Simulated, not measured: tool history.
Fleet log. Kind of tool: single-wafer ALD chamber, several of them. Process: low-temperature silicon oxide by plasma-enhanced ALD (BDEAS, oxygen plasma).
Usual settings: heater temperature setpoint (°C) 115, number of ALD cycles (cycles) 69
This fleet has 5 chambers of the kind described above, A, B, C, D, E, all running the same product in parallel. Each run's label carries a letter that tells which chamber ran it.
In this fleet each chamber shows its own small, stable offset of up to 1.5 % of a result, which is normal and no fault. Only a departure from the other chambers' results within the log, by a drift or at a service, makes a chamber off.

run,hour,heater temperature setpoint (°C),number of ALD cycles (cycles),"read-back reference wafer on the same gauge, thickness_nm",mean film thickness on the monitor wafer (angstrom)
1B,3.5,115,69,10.196,96.526
2E,9.2,115,69,10.195,95.258
3A,16.3,115,69,10.195,96.648
4C,22.6,115,69,10.188,96.165
5D,27.1,115,69,10.186,94.808
6E,30.7,115,69,10.188,95.398
7A,34.6,115,69,10.188,96.676
8D,38.1,115,69,10.189,94.957
9C,44.4,115,56,10.185,78.01
10B,51.8,115,56,10.179,77.965
11D,58.3,115,56,10.179,77.041
12C,62.9,115,56,10.174,78.07
13E,68.4,115,56,10.173,77.333
14A,72.5,115,69,10.172,96.925
15B,76,115,69,10.175,96.152
16D,80.7,115,69,10.17,94.912
# hour 85: chamber A: thermocouple changed; heater temperature recalibrated
17E,88,115,69,10.169,95.378
18C,94.7,121,61,10.166,84.088
19A,100.1,121,61,10.16,84.375
20B,107.6,121,61,10.159,83.726
21E,111.7,121,61,10.159,83.181
22A,117.8,121,61,10.16,84.384
23C,123.9,115,69,10.154,96.01
24B,129.3,115,69,10.151,95.677
25D,135.9,115,69,10.15,94.785
26E,143.2,115,69,10.149,94.989
27D,149.8,115,69,10.148,94.613
28A,153.2,115,69,10.141,96.344
29C,158.4,115,69,10.141,95.835
30B,164.8,115,69,10.143,95.412
31C,170.9,115,69,10.142,95.517
32E,177.6,115,69,10.135,94.604

Does one chamber stand apart from the rest, does the shared gauge drift, or is all well apart from small per-chamber offsets? Give the chamber and the most likely cause, where there is one.

Gauge drift. The chambers move together only on paper, and none stands off.
Most likely cause: gauge reads low (%) = 0.667.

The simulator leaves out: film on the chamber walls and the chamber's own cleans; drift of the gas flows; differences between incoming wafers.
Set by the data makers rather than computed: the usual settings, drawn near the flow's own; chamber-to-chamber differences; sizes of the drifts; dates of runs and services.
